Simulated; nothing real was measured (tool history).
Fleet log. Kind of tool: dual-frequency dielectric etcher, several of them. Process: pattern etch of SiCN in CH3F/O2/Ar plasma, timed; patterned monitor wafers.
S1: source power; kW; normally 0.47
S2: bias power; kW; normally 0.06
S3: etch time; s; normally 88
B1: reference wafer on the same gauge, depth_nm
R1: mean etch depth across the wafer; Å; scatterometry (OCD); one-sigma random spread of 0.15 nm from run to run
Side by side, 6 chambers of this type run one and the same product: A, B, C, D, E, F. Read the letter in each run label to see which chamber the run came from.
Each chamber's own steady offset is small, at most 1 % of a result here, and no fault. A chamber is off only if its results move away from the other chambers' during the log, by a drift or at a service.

run   hour    S1     S2    S3      B1      R1
 1F    5.1  0.47   0.06    88  31.079  334.39
 2E   11.2  0.47   0.06    88  31.139  331.19
 3D   15.6  0.47   0.06    88  31.128  326.13
      19.8  -- chamber F: wet clean of the chamber
 4B   22.2  0.47   0.06    88  31.129  329.34
 5A   26.7  0.47   0.06    88  31.104  327.36
 6C   32.4  0.47   0.06    88  31.071  329.29
 7E   39.7  0.47   0.06    88  31.115   330.3
 8D   44.5  0.47   0.06    88  31.126  326.95
      48.5  -- chamber A: wet clean of the chamber
 9B   51.4  0.47   0.06    88  31.099  324.96
10A   56.1  0.47   0.06    88  31.071  328.83
11C   61.2  0.47   0.06    88  31.114  328.06
12F   64.7  0.47   0.06    88  31.104  333.94
13F   69.4  0.47   0.06    88  31.133  332.93
14A   73.7  0.47   0.06    88  31.094  328.85
15D   77.3  0.47   0.06    88  31.112  327.61
16E   83.8  0.47   0.06    88  31.129  328.28
17B   91.2  0.47   0.06  70.5  31.103  265.08
18C     98  0.47   0.06  70.5  31.076  262.06
19F  101.5  0.47   0.06  70.5   31.08  263.02
     104.5  -- chamber E: source power generator calibrated
20C  105.7  0.47   0.06  70.5  31.075  263.68
     108.3  -- chamber D: wet clean of the chamber
21D  111.6  0.47   0.06  70.5  31.093  262.34
22A  117.4  0.47   0.06  70.5  31.085  262.58
23B  122.9  0.47   0.06    88  31.064  329.76
24E  126.4  0.47   0.06    88  31.085  331.72
25B  130.3  0.47   0.06    88  31.081  327.14
26E    136  0.47   0.06    88  31.105   328.7
27D  142.8  0.47   0.06    88  31.103  328.98
28A  146.2  0.47   0.06    88  31.048  330.51
29C  149.5  0.47   0.06    88  31.093  327.44
30F  153.6  0.47   0.06    88  31.097  332.02
     158.9  -- chamber B: wet clean of the chamber
31D    160  0.47   0.06    88  31.091  331.65
32E    164  0.47   0.06    88  31.111  330.79
33B  169.2  0.47   0.06    88  31.104  330.79
34C  176.5  0.47   0.06    88  31.103  328.41
35F  181.9  0.47  0.069    88  31.099  350.41
36A  189.5  0.47  0.069    88  31.094  344.64

Is one chamber off against the others, does the gauge drift, or is nothing wrong? If a chamber is off, say which, and what the likeliest cause is.

No chamber stands off beyond its own small offset, and the gauge holds steady.
